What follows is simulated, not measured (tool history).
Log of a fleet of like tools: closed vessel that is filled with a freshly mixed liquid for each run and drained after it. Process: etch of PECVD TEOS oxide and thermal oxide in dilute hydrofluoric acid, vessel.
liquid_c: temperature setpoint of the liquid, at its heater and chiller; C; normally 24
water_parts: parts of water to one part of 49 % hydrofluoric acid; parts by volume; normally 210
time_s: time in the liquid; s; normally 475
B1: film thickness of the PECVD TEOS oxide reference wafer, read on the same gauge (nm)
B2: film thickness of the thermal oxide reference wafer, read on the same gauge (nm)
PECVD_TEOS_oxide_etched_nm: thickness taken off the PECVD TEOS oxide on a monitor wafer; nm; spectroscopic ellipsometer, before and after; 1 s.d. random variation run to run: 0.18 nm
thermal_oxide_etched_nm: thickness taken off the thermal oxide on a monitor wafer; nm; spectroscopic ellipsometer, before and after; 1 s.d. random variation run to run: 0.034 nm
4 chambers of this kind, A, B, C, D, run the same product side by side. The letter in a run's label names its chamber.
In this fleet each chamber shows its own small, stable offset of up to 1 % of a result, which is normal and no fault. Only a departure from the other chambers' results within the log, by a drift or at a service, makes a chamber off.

Run 1C, day 0.367: usual settings; B1 129.99; B2 29.984. Result: PECVD_TEOS_oxide_etched_nm 27.79 nm, thermal_oxide_etched_nm 9.1233 nm.
Run 2B, day 0.65: usual settings; B1 130.02; B2 30.021. Result: PECVD_TEOS_oxide_etched_nm 27.87 nm, thermal_oxide_etched_nm 9.1808 nm.
Run 3A, day 0.908: usual settings; B1 129.98; B2 30.041. Result: PECVD_TEOS_oxide_etched_nm 27.762 nm, thermal_oxide_etched_nm 9.0942 nm.
Run 4D, day 1.108: usual settings; B1 130; B2 30.032. Result: PECVD_TEOS_oxide_etched_nm 27.718 nm, thermal_oxide_etched_nm 9.1793 nm.
Run 5D, day 1.396: usual settings but liquid_c 27.5 C, water_parts 305 parts by volume; B1 129.99; B2 30.007. Result: PECVD_TEOS_oxide_etched_nm 19.745 nm, thermal_oxide_etched_nm 6.4513 nm.
Run 6B, day 1.642: usual settings but liquid_c 27.5 C, water_parts 305 parts by volume; B1 130; B2 29.957. Result: PECVD_TEOS_oxide_etched_nm 19.637 nm, thermal_oxide_etched_nm 6.4559 nm.
Run 7C, day 1.954: usual settings but liquid_c 27.5 C, water_parts 305 parts by volume; B1 130.01; B2 29.965. Result: PECVD_TEOS_oxide_etched_nm 19.598 nm, thermal_oxide_etched_nm 6.3866 nm.
Run 8A, day 2.254: usual settings but liquid_c 27.5 C, water_parts 305 parts by volume; B1 130.02; B2 29.964. Result: PECVD_TEOS_oxide_etched_nm 19.615 nm, thermal_oxide_etched_nm 6.4374 nm.
Run 9A, day 2.492: usual settings; B1 130; B2 30.03. Result: PECVD_TEOS_oxide_etched_nm 28.035 nm, thermal_oxide_etched_nm 9.1405 nm.
Run 10C, day 2.671: usual settings; B1 130; B2 30.024. Result: PECVD_TEOS_oxide_etched_nm 27.621 nm, thermal_oxide_etched_nm 9.0755 nm.
Run 11D, day 2.975: usual settings; B1 130.02; B2 30.025. Result: PECVD_TEOS_oxide_etched_nm 27.671 nm, thermal_oxide_etched_nm 9.1352 nm.
Run 12B, day 3.283: usual settings; B1 130.02; B2 30.02. Result: PECVD_TEOS_oxide_etched_nm 27.719 nm, thermal_oxide_etched_nm 9.2261 nm.
Run 13C, day 3.629: usual settings; B1 130.01; B2 30.012. Result: PECVD_TEOS_oxide_etched_nm 27.616 nm, thermal_oxide_etched_nm 9.1151 nm.
Run 14A, day 3.992: usual settings; B1 130.01; B2 30.013. Result: PECVD_TEOS_oxide_etched_nm 27.944 nm, thermal_oxide_etched_nm 9.1108 nm.
Run 15B, day 4.312: usual settings; B1 130; B2 29.989. Result: PECVD_TEOS_oxide_etched_nm 28.146 nm, thermal_oxide_etched_nm 9.1855 nm.
Run 16D, day 4.7: usual settings but time_s 390 s; B1 130.01; B2 29.989. Result: PECVD_TEOS_oxide_etched_nm 22.716 nm, thermal_oxide_etched_nm 7.5628 nm.
Run 17C, day 5.067: usual settings but time_s 390 s; B1 129.99; B2 30.015. Result: PECVD_TEOS_oxide_etched_nm 22.652 nm, thermal_oxide_etched_nm 7.4844 nm.
Run 18A, day 5.346: usual settings but time_s 390 s; B1 130.01; B2 30.008. Result: PECVD_TEOS_oxide_etched_nm 23.114 nm, thermal_oxide_etched_nm 7.4871 nm.
Run 19D, day 5.625: usual settings but time_s 390 s; B1 130.01; B2 29.989. Result: PECVD_TEOS_oxide_etched_nm 22.561 nm, thermal_oxide_etched_nm 7.4576 nm.
Run 20B, day 5.925: usual settings; B1 129.98; B2 29.976. Result: PECVD_TEOS_oxide_etched_nm 27.745 nm, thermal_oxide_etched_nm 9.2429 nm.
Run 21C, day 6.254: usual settings; B1 130; B2 30.013. Result: PECVD_TEOS_oxide_etched_nm 27.517 nm, thermal_oxide_etched_nm 9.0906 nm.
Run 22D, day 6.558: usual settings; B1 129.99; B2 29.976. Result: PECVD_TEOS_oxide_etched_nm 27.995 nm, thermal_oxide_etched_nm 9.1598 nm.
Run 23B, day 6.904: usual settings but water_parts 305 parts by volume; B1 130; B2 30.018. Result: PECVD_TEOS_oxide_etched_nm 17.581 nm, thermal_oxide_etched_nm 5.7524 nm.
Run 24A, day 7.196: usual settings but water_parts 305 parts by volume; B1 129.99; B2 29.998. Result: PECVD_TEOS_oxide_etched_nm 17.666 nm, thermal_oxide_etched_nm 5.7164 nm.
Run 25D, day 7.575: usual settings but water_parts 305 parts by volume; B1 130.01; B2 30. Result: PECVD_TEOS_oxide_etched_nm 17.212 nm, thermal_oxide_etched_nm 5.7562 nm.
Run 26C, day 7.933: usual settings but water_parts 305 parts by volume; B1 129.98; B2 30.009. Result: PECVD_TEOS_oxide_etched_nm 17.122 nm, thermal_oxide_etched_nm 5.7098 nm.
Run 27A, day 8.321: usual settings but liquid_c 26 C, water_parts 140 parts by volume; B1 129.99; B2 29.978. Result: PECVD_TEOS_oxide_etched_nm 49.062 nm, thermal_oxide_etched_nm 15.812 nm.
Run 28B, day 8.529: usual settings but liquid_c 26 C, water_parts 140 parts by volume; B1 130; B2 30.002. Result: PECVD_TEOS_oxide_etched_nm 48.963 nm, thermal_oxide_etched_nm 16.058 nm.
Run 29B, day 8.804: usual settings but liquid_c 26 C, water_parts 140 parts by volume; B1 129.98; B2 29.976. Result: PECVD_TEOS_oxide_etched_nm 48.747 nm, thermal_oxide_etched_nm 15.986 nm.
Run 30A, day 9: usual settings but liquid_c 26 C, water_parts 140 parts by volume; B1 130.01; B2 29.975. Result: PECVD_TEOS_oxide_etched_nm 48.453 nm, thermal_oxide_etched_nm 15.844 nm.

For the next run the whole fleet of 4 chambers uses the same settings. Give each chamber's results:
Run 31A, day 9.279: usual settings but water_parts 255 parts by volume. Result: PECVD_TEOS_oxide_etched_nm ?, thermal_oxide_etched_nm ?.
Run 31B, day 9.279: usual settings but water_parts 255 parts by volume. Result: PECVD_TEOS_oxide_etched_nm ?, thermal_oxide_etched_nm ?.
Run 31C, day 9.279: usual settings but water_parts 255 parts by volume. Result: PECVD_TEOS_oxide_etched_nm ?, thermal_oxide_etched_nm ?.
Run 31D, day 9.279: usual settings but water_parts 255 parts by volume. Result: PECVD_TEOS_oxide_etched_nm ?, thermal_oxide_etched_nm ?.

run  PECVD_TEOS_oxide_etched_nm  thermal_oxide_etched_nm
31A                      22.058                   7.1418
31B                      22.099                   7.1942
31C                      21.789                   7.1821
31D                        21.7                   7.1908

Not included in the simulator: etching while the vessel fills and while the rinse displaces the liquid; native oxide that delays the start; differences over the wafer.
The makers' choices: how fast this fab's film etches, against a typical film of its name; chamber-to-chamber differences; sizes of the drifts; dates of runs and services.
